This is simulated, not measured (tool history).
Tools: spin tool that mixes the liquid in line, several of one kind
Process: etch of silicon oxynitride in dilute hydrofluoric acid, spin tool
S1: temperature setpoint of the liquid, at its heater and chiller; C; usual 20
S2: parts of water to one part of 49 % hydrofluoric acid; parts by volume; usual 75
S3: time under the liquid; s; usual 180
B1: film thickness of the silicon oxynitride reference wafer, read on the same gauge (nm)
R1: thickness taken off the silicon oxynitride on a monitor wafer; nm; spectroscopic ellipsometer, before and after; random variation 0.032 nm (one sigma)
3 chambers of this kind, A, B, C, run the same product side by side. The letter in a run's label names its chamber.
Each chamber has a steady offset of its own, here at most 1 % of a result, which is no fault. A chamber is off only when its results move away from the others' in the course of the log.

| run | hour | S1 | S2 | S3 | B1 | R1 |
|---|---|---|---|---|---|---|
| 1A | 4.6 | 20 | 75 | 180 | 140.01 | 2.9655 |
| 2C | 10.7 | 20 | 75 | 180 | 140.02 | 2.9383 |
| 3B | 17.2 | 20 | 75 | 180 | 139.99 | 3.0221 |
| 4A | 22.7 | 20 | 75 | 180 | 140 | 2.8962 |
| 5B | 27.5 | 20 | 75 | 180 | 140.01 | 2.9825 |
| 6C | 32.3 | 18 | 95 | 180 | 139.99 | 2.0609 |
| 7C | 37.5 | 18 | 95 | 180 | 139.99 | 2.0696 |
| 8A | 43.9 | 18 | 95 | 180 | 140.02 | 2.0633 |
| 9B | 48.2 | 20 | 75 | 180 | 139.98 | 3.0385 |
| 10B | 52.3 | 20 | 75 | 180 | 140 | 2.9751 |
| 11C | 59.9 | 20 | 75 | 180 | 139.98 | 2.9172 |
| 12A | 66.5 | 20 | 75 | 180 | 140.04 | 3.0446 |
| 13A | 74.2 | 17 | 105 | 180 | 140 | 1.8617 |
| 14B | 82.8 | 17 | 105 | 180 | 140 | 1.7944 |
| 15C | 88.3 | 17 | 105 | 180 | 140.03 | 1.747 |
| 16A | 94.6 | 20 | 75 | 180 | 140.03 | 3.1441 |
| 17C | 99.2 | 20 | 75 | 180 | 139.98 | 2.8911 |
| 18B | 103.1 | 20 | 75 | 180 | 140.03 | 2.947 |
| 19A | 110.5 | 21.5 | 75 | 180 | 140 | 3.4678 |
| 20C | 118.4 | 21.5 | 75 | 180 | 140.03 | 3.1753 |
| 21B | 126 | 21.5 | 75 | 180 | 140 | 3.1722 |
| 22B | 134.4 | 20 | 75 | 180 | 140.01 | 3.0144 |

What goes on in this fleet: one chamber off, a drifting gauge, or nothing beyond the chambers' own small offsets? Name the chamber and the cause, if any.

Chamber A drifts away from the others.
Cause: liquid hotter than its thermometer reads (K) = 2.66.
The log may not tell that from: hydrofluoric acid flow above the setpoint (%).

Here are 4 candidates for chamber A's next run, each the usual settings with a change, their results left as question marks. Which one brings its results back in line with what the others give on the usual settings?
In line means no further than this from the other chambers' mean on the usual settings: R1 0.11 nm
| 23A-1 | 140.8 | 20 | 75 | 190 |  | ? |
| 23A-2 | 140.8 | 20 | 75 | 175 |  | ? |
| 23A-3 | 140.8 | 20 | 70 | 190 |  | ? |
| 23A-4 | 140.8 | 17.5 | 75 | 180 |  | ? |

The other chambers' mean on the usual settings: R1 2.9636 nm
| run | R1 |
|---|---|
| 23A-1 | 3.5409 |
| 23A-2 | 3.2614 |
| 23A-3 | 3.8132 |
| 23A-4 | 2.9676 |
23A-4 brings the chamber back in line.
